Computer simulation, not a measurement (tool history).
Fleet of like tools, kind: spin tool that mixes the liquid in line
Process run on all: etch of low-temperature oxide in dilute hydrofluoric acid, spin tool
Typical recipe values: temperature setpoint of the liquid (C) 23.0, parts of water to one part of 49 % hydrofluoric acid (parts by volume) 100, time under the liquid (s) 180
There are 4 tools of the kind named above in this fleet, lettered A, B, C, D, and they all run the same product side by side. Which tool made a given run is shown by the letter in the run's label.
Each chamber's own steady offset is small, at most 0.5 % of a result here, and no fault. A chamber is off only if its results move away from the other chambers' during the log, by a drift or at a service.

run	hour	temperature setpoint of the liquid (C)	parts of water to one part of 49 % hydrofluoric acid (parts by volume)	time under the liquid (s)	hours since the thermometer was replaced	hours since the hydrofluoric acid flow meter was replaced	read-back film thickness of the low-temperature oxide reference wafer, read on the same gauge (nm)	thickness taken off the low-temperature oxide on a monitor wafer (angstrom)
1D	3.1	23.0	100	180	905.0	83.1	109.98	184.150
2B	7.0	23.0	100	180	753.1	1802.3	110.02	180.610
3C	9.9	23.0	100	180	511.9	2329.6	110.01	181.920
4A	14.8	23.0	100	180	842.1	464.4	110.01	182.660
5B	19.0	23.0	100	180	765.1	1814.3	110.00	181.970
6D	22.4	23.0	100	180	924.3	102.4	110.00	183.490
7A	25.7	23.0	100	180	853.0	475.3	110.01	182.680
8C	29.3	23.0	100	180	531.3	2349.0	109.99	181.100
9A	32.5	23.0	125	90	859.8	482.1	110.01	71.002
10B	34.7	23.0	125	90	780.8	1830.0	110.00	70.311
11C	38.9	23.0	125	90	540.9	2358.6	109.98	70.340
12D	43.4	23.0	125	90	945.3	123.4	109.99	71.246
13B	46.4	27.5	100	265	792.5	1841.7	109.98	319.110
14D	51.2	27.5	100	265	953.1	131.2	109.98	322.800
15C	55.9	27.5	100	265	557.9	2375.6	110.01	318.950
16A	60.7	27.5	100	265	888.0	510.3	110.01	323.250
17C	63.1	23.0	100	180	565.1	2382.8	110.01	180.590
18B	67.5	23.0	100	180	813.6	1862.8	110.02	180.470
19D	70.9	23.0	100	180	972.8	150.9	110.00	181.780
20A	74.0	23.0	100	180	901.3	523.6	109.98	182.260
21B	79.0	23.0	100	180	825.1	1874.3	109.99	183.520
22D	81.9	23.0	100	180	983.8	161.9	110.01	183.100
23C	84.7	23.0	100	180	586.7	2404.4	110.00	181.980
24A	87.6	23.0	100	180	914.9	537.2	110.02	182.280
25A	92.1	19.5	100	180	919.4	541.7	109.99	158.780
26D	95.0	19.5	100	180	996.9	175.0	109.99	156.410
# hour 96.0: chamber C: hydrofluoric acid flow meter replaced
27B	98.7	19.5	100	180	844.8	1894.0	110.01	157.030
28C	103.1	19.5	100	180	605.1	7.2	109.98	160.440
29B	106.9	23.0	100	180	853.0	1902.2	110.01	181.460
30C	110.3	24.5	100	100	612.3	14.4	109.99	108.650
31A	113.2	24.5	100	100	940.5	562.8	109.98	107.620
32D	115.6	24.5	100	100	1017.5	195.6	110.00	104.550
33C	119.6	24.5	100	100	621.6	23.7	109.99	109.130
34B	123.2	23.0	100	180	869.3	1918.5	110.00	182.000
35A	128.1	23.0	100	180	955.4	577.7	109.99	183.030
36D	131.2	23.0	100	180	1033.1	211.2	110.00	176.710
37D	136.1	23.0	100	180	1038.0	216.1	110.01	175.790
38A	140.3	23.0	100	180	967.6	589.9	110.01	182.000
39C	144.4	19.5	145	180	646.4	48.5	109.99	103.450
40B	146.8	19.5	145	180	892.9	1942.1	110.01	103.250
41C	151.2	19.5	145	180	653.2	55.3	109.98	105.290
42A	154.7	19.5	145	180	982.0	604.3	109.99	103.230
43D	157.2	23.0	100	180	1059.1	237.2	109.99	174.500

Predict what each chamber gives when all 4 of them run the settings below next.
44A	160.8	23.0	100	180				?
44B	160.8	23.0	100	180				?
44C	160.8	23.0	100	180				?
44D	160.8	23.0	100	180				?

run	thickness taken off the low-temperature oxide on a monitor wafer (angstrom)
44A	183.260
44B	182.090
44C	182.690
44D	172.460
